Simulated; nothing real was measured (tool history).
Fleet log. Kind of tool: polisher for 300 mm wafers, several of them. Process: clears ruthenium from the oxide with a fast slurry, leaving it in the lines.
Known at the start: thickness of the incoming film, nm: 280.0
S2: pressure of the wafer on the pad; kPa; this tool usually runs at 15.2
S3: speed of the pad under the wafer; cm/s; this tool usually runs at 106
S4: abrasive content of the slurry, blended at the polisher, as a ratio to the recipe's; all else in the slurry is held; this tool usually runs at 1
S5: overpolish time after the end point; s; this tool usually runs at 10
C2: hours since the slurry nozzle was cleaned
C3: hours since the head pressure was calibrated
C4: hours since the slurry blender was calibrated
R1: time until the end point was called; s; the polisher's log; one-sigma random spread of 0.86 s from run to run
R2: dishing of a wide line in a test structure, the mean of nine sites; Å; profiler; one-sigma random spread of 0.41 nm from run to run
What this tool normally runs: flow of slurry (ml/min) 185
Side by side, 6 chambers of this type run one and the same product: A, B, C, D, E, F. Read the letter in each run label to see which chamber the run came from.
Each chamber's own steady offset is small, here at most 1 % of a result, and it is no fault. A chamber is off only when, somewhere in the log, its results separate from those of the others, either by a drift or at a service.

Run 1A, hour 9.1: usual settings; wafers polished on this pad 605; C2 72.8; C3 213.2; C4 174.2. Result: R1 94.870 s, R2 245.72 Å.
At hour 10.6: chamber A: worn pad replaced by a new one.
Run 2E, hour 13.9: usual settings; wafers polished on this pad 901; C2 272.8; C3 549.9; C4 83.4. Result: R1 95.686 s, R2 250.01 Å.
At hour 21.1: chamber B: worn pad replaced by a new one.
Run 3B, hour 23.3: usual settings; wafers polished on this pad 16; C2 117.7; C3 958.2; C4 97.0. Result: R1 96.224 s, R2 249.45 Å.
At hour 27.2: chamber E: worn pad replaced by a new one.
At hour 27.9: chamber C: slurry nozzle cleaned.
Run 4F, hour 32.6: usual settings; wafers polished on this pad 411; C2 233.4; C3 81.6; C4 68.3. Result: R1 94.056 s, R2 251.68 Å.
At hour 36.7: chamber D: worn pad replaced by a new one.
Run 5D, hour 41.1: usual settings; wafers polished on this pad 32; C2 110.3; C3 1357.1; C4 121.9. Result: R1 95.159 s, R2 246.11 Å.
At hour 41.2: chamber F: slurry nozzle cleaned.
Run 6C, hour 51.2: usual settings; wafers polished on this pad 706; C2 23.4; C3 587.6; C4 91.7. Result: R1 93.865 s, R2 252.72 Å.
At hour 58.2: chamber F: worn pad replaced by a new one.
Run 7F, hour 59.1: usual settings; wafers polished on this pad 6; C2 17.9; C3 108.1; C4 94.8. Result: R1 96.209 s, R2 251.11 Å.
Run 8D, hour 68.5: usual settings but flow of slurry (ml/min) 225; wafers polished on this pad 228; C2 137.7; C3 1384.5; C4 149.3. Result: R1 92.545 s, R2 258.63 Å.
At hour 70.7: chamber C: head pressure recalibrated.
At hour 72.3: chamber D: head pressure recalibrated.
At hour 72.8: chamber E: slurry blender recalibrated.
Run 9C, hour 76.5: usual settings but flow of slurry (ml/min) 225; wafers polished on this pad 888; C2 48.7; C3 5.9; C4 117.0. Result: R1 93.311 s, R2 257.57 Å.
Run 10B, hour 80.9: usual settings but flow of slurry (ml/min) 225; wafers polished on this pad 429; C2 175.3; C3 1015.8; C4 154.6. Result: R1 93.465 s, R2 257.13 Å.
At hour 82.1: chamber A: worn pad replaced by a new one.
Run 11A, hour 85.9: usual settings but flow of slurry (ml/min) 225; wafers polished on this pad 27; C2 149.6; C3 290.0; C4 251.0. Result: R1 91.857 s, R2 252.03 Å.
Run 12E, hour 93.3: usual settings but flow of slurry (ml/min) 225; wafers polished on this pad 474; C2 352.2; C3 629.3; C4 20.5. Result: R1 93.635 s, R2 263.07 Å.
Run 13E, hour 98.3: usual settings but flow of slurry (ml/min) 225; wafers polished on this pad 510; C2 357.2; C3 634.3; C4 25.5. Result: R1 92.435 s, R2 258.49 Å.
Run 14A, hour 108.2: usual settings; wafers polished on this pad 187; C2 171.9; C3 312.3; C4 273.3. Result: R1 93.288 s, R2 250.59 Å.
Run 15F, hour 118.1: usual settings; wafers polished on this pad 430; C2 76.9; C3 167.1; C4 153.8. Result: R1 94.830 s, R2 245.78 Å.
At hour 120.5: chamber C: slurry blender recalibrated.
At hour 121.4: chamber E: slurry nozzle cleaned.
At hour 122.7: chamber A: slurry nozzle cleaned.
Run 16D, hour 127.6: usual settings; wafers polished on this pad 652; C2 196.8; C3 55.4; C4 208.4. Result: R1 94.013 s, R2 255.65 Å.
At hour 128.3: chamber A: head pressure recalibrated.
Run 17B, hour 134.0: usual settings but flow of slurry (ml/min) 140, S3 82 cm/s; wafers polished on this pad 810; C2 228.4; C3 1068.9; C4 207.7. Result: R1 127.150 s, R2 194.68 Å.
At hour 140.0: chamber C: worn pad replaced by a new one.
At hour 140.5: chamber B: slurry blender recalibrated.
Run 18C, hour 142.9: usual settings but flow of slurry (ml/min) 140, S3 82 cm/s; wafers polished on this pad 21; C2 115.1; C3 72.3; C4 22.4. Result: R1 127.680 s, R2 190.02 Å.
At hour 143.3: chamber A: slurry blender recalibrated.
At hour 145.3: chamber F: worn pad replaced by a new one.
At hour 149.2: chamber A: worn pad replaced by a new one.
Run 19C, hour 152.3: usual settings but flow of slurry (ml/min) 140, S3 82 cm/s; wafers polished on this pad 88; C2 124.5; C3 81.7; C4 31.8. Result: R1 127.820 s, R2 190.91 Å.
At hour 162.1: chamber F: slurry blender recalibrated.
Run 20B, hour 162.2: usual settings but flow of slurry (ml/min) 140, S3 82 cm/s; wafers polished on this pad 1012; C2 256.6; C3 1097.1; C4 21.7. Result: R1 130.130 s, R2 195.68 Å.
Run 21A, hour 169.8: usual settings but flow of slurry (ml/min) 140, S3 82 cm/s; wafers polished on this pad 147; C2 47.1; C3 41.5; C4 26.5. Result: R1 139.760 s, R2 172.43 Å.
Run 22D, hour 176.8: usual settings but flow of slurry (ml/min) 140, S3 82 cm/s; wafers polished on this pad 1005; C2 246.0; C3 104.6; C4 257.6. Result: R1 127.730 s, R2 186.22 Å.
Run 23E, hour 183.1: usual settings; wafers polished on this pad 1118; C2 61.8; C3 719.1; C4 110.3. Result: R1 94.773 s, R2 251.73 Å.
Run 24F, hour 192.8: usual settings; wafers polished on this pad 341; C2 151.6; C3 241.8; C4 30.8. Result: R1 96.086 s, R2 251.06 Å.
At hour 193.6: chamber D: worn pad replaced by a new one.
Run 25C, hour 200.0: usual settings; wafers polished on this pad 431; C2 172.2; C3 129.4; C4 79.5. Result: R1 95.136 s, R2 246.77 Å.
At hour 200.8: chamber E: worn pad replaced by a new one.
At hour 207.9: chamber B: worn pad replaced by a new one.
Run 26D, hour 208.6: usual settings; wafers polished on this pad 108; C2 277.8; C3 136.4; C4 289.4. Result: R1 96.251 s, R2 242.77 Å.
Run 27E, hour 216.0: usual settings; wafers polished on this pad 109; C2 94.7; C3 752.0; C4 143.2. Result: R1 94.525 s, R2 248.29 Å.
At hour 224.5: chamber A: worn pad replaced by a new one.
Run 28B, hour 225.7: usual settings; wafers polished on this pad 128; C2 320.1; C3 1160.6; C4 85.2. Result: R1 95.172 s, R2 254.38 Å.
Run 29F, hour 234.6: usual settings but S2 11.0 kPa, S3 136 cm/s; wafers polished on this pad 640; C2 193.4; C3 283.6; C4 72.6. Result: R1 101.650 s, R2 243.24 Å.
At hour 237.4: chamber E: slurry blender recalibrated.
Run 30A, hour 244.8: usual settings but S2 11.0 kPa, S3 136 cm/s; wafers polished on this pad 146; C2 122.1; C3 116.5; C4 101.5. Result: R1 110.510 s, R2 217.65 Å.
At hour 247.6: chamber F: worn pad replaced by a new one.
Run 31D, hour 252.7: usual settings but S2 11.0 kPa, S3 136 cm/s; wafers polished on this pad 424; C2 321.9; C3 180.5; C4 333.5. Result: R1 101.210 s, R2 238.68 Å.
Run 32E, hour 261.0: usual settings but S2 11.0 kPa, S3 136 cm/s; wafers polished on this pad 432; C2 139.7; C3 797.0; C4 23.7. Result: R1 102.410 s, R2 235.37 Å.
Run 33B, hour 266.7: usual settings but S2 11.0 kPa, S3 136 cm/s; wafers polished on this pad 422; C2 361.1; C3 1201.6; C4 126.2. Result: R1 103.050 s, R2 230.69 Å.
Run 34F, hour 275.8: usual settings but S2 11.0 kPa, S3 136 cm/s; wafers polished on this pad 202; C2 234.6; C3 324.8; C4 113.8. Result: R1 101.280 s, R2 245.89 Å.
Run 35C, hour 285.4: usual settings; wafers polished on this pad 1043; C2 257.6; C3 214.8; C4 164.9. Result: R1 95.969 s, R2 256.88 Å.
Run 36A, hour 293.0: usual settings; wafers polished on this pad 492; C2 170.3; C3 164.7; C4 149.7. Result: R1 103.160 s, R2 232.14 Å.
Run 37A, hour 298.9: usual settings; wafers polished on this pad 534; C2 176.2; C3 170.6; C4 155.6. Result: R1 102.140 s, R2 228.36 Å.
Run 38E, hour 303.6: usual settings; wafers polished on this pad 738; C2 182.3; C3 839.6; C4 66.3. Result: R1 95.513 s, R2 249.42 Å.
At hour 305.6: chamber B: head pressure recalibrated.
Run 39B, hour 311.9: usual settings; wafers polished on this pad 746; C2 406.3; C3 6.4; C4 171.4. Result: R1 95.096 s, R2 253.68 Å.
Run 40D, hour 317.4: usual settings; wafers polished on this pad 888; C2 386.6; C3 245.2; C4 398.2. Result: R1 95.225 s, R2 250.41 Å.

Read the log: is a single chamber off, either drifting away or since a service, is the gauge that measures every chamber drifting, or is nothing wrong beyond small per-chamber offsets? Name any odd chamber and what most likely caused it.

After it was serviced, chamber A no longer matches the other chambers.
What lies behind it: head's pressure below its setpoint, % = 8.62.

Here are 4 candidates for chamber A's next run, each the usual settings with a change, their results left as question marks. Which one brings its results back in line with what the others give on the usual settings?
In-line tolerance around the mean of the other chambers on the usual settings: R1 3.000 s; R2 15.00 Å
Run 41A-1, hour 324.8: usual settings but S2 15.9 kPa, S3 110 cm/s. Result: R1 ?, R2 ?.
Run 41A-2, hour 324.8: usual settings but S2 14.5 kPa, S3 102 cm/s. Result: R1 ?, R2 ?.
Run 41A-3, hour 324.8: usual settings but S3 104 cm/s. Result: R1 ?, R2 ?.
Run 41A-4, hour 324.8: usual settings but S3 108 cm/s. Result: R1 ?, R2 ?.

Average result of the remaining chambers running the usual settings: R1 95.116 s; R2 251.79 Å
  run       R1      R2
41A-1   94.953  244.76
41A-2  112.010  209.57
41A-3  104.930  222.87
41A-4  101.050  230.91
Change 41A-1 lands the chamber within the allowed miss of the other chambers.
